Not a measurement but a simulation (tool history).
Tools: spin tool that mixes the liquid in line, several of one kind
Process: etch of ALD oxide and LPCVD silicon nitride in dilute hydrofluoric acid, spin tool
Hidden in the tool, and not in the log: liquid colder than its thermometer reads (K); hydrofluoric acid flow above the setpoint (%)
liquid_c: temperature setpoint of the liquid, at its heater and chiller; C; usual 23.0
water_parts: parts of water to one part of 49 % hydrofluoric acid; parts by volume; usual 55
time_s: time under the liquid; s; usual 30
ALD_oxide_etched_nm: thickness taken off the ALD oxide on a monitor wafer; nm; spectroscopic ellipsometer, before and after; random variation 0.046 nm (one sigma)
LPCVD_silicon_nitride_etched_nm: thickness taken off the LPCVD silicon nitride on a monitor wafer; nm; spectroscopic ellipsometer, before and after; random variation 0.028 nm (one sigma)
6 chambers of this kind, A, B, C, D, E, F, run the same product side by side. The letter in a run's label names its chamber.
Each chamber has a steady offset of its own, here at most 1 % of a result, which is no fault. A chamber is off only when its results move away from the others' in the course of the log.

run	hour	liquid_c	water_parts	time_s	hours since the thermometer was replaced	hours since the hydrofluoric acid flow meter was replaced	read-back film thickness of the ALD oxide reference wafer, read on the same gauge (nm)	read-back film thickness of the LPCVD silicon nitride reference wafer, read on the same gauge (nm)	ALD_oxide_etched_nm	LPCVD_silicon_nitride_etched_nm
1B	4.2	23.0	55	30	247.0	615.2	120.04	79.989	9.5596	0.27139
2D	7.1	23.0	55	30	1059.5	769.5	120.01	80.016	9.5110	0.25531
3A	11.8	23.0	55	30	814.0	1820.8	119.98	79.952	9.6292	0.32418
4F	16.3	23.0	55	30	408.4	1128.7	119.97	80.015	9.5360	0.24051
5E	19.4	23.0	55	30	882.9	145.3	120.04	79.993	9.4810	0.28960
6C	23.0	21.0	55	45	1325.9	192.8	119.98	80.029	13.1930	0.42506
7E	25.6	21.0	55	45	889.1	151.5	120.02	79.945	13.0870	0.36194
8C	30.2	21.0	55	45	1333.1	200.0	119.98	79.974	13.2000	0.39595
# hour 32.0: chamber F: hydrofluoric acid flow meter replaced
9F	32.7	21.0	55	45	424.8	0.8	119.96	80.016	13.1590	0.34853
10A	35.2	21.0	55	45	837.4	1844.2	119.98	79.989	13.2270	0.28272
11B	37.5	21.0	55	45	280.3	648.5	119.99	80.048	13.1540	0.29685
12D	42.1	23.0	55	30	1094.5	804.5	119.99	79.997	9.5648	0.24798
13A	46.5	23.0	55	30	848.7	1855.5	120.01	79.988	9.5800	0.27202
14E	50.5	23.0	55	30	914.0	176.4	120.02	80.001	9.4901	0.26358
15B	52.8	23.0	55	30	295.6	663.8	119.98	80.003	9.5640	0.30998
16C	57.1	23.0	55	30	1360.0	226.9	119.95	80.001	9.6069	0.26720
17F	59.9	23.0	55	30	452.0	28.0	119.99	80.004	9.5304	0.25731
18D	63.4	23.0	55	30	1115.8	825.8	120.03	79.991	9.5764	0.27082
19F	66.8	23.0	55	30	458.9	34.9	119.96	79.999	9.5753	0.27015
20C	71.5	23.0	55	30	1374.4	241.3	120.04	79.997	9.5699	0.28812
21A	75.6	23.0	55	30	877.8	1884.6	119.99	79.985	9.5858	0.28593
22B	79.0	23.0	55	30	321.8	690.0	120.02	79.976	9.5328	0.26989
23D	83.8	23.0	55	30	1136.2	846.2	119.98	79.954	9.5996	0.29320
24E	86.3	23.0	55	30	949.8	212.2	120.02	79.999	9.5285	0.25856
25B	89.2	23.0	55	30	332.0	700.2	120.03	80.028	9.5681	0.27815
26E	92.8	23.0	55	30	956.3	218.7	119.98	79.982	9.4677	0.23735
27F	95.6	23.0	55	30	487.7	63.7	120.02	79.999	9.5399	0.28092
28C	99.3	23.0	55	30	1402.2	269.1	120.00	80.017	9.6516	0.23231
29D	103.8	23.0	55	45	1156.2	866.2	120.01	80.008	14.3080	0.36500
30A	106.2	23.0	55	45	908.4	1915.2	119.99	79.973	14.4490	0.30925
31F	108.8	23.0	55	45	500.9	76.9	120.02	79.970	14.2510	0.45777
32B	111.5	23.0	55	45	354.3	722.5	119.98	79.992	14.2650	0.42157
33D	115.3	23.0	55	45	1167.7	877.7	119.99	80.010	14.2560	0.37192
34A	117.4	23.0	55	45	919.6	1926.4	119.96	79.984	14.4690	0.42265
35C	120.0	23.0	55	30	1422.9	289.8	120.04	79.985	9.5902	0.29967
36E	123.5	19.5	55	30	987.0	249.4	119.98	79.965	8.2340	0.19538
37D	125.8	19.5	55	30	1178.2	888.2	120.06	79.998	8.1671	0.19990

All 6 chambers run these settings next. Forecast each chamber's results:
38A	129.3	23.0	40	30					?	?
38B	129.3	23.0	40	30					?	?
38C	129.3	23.0	40	30					?	?
38D	129.3	23.0	40	30					?	?
38E	129.3	23.0	40	30					?	?
38F	129.3	23.0	40	30					?	?

run	ALD_oxide_etched_nm	LPCVD_silicon_nitride_etched_nm
38A	13.4230	0.36247
38B	13.3830	0.43833
38C	13.5900	0.43044
38D	13.2300	0.41147
38E	13.2860	0.35718
38F	13.2870	0.34966
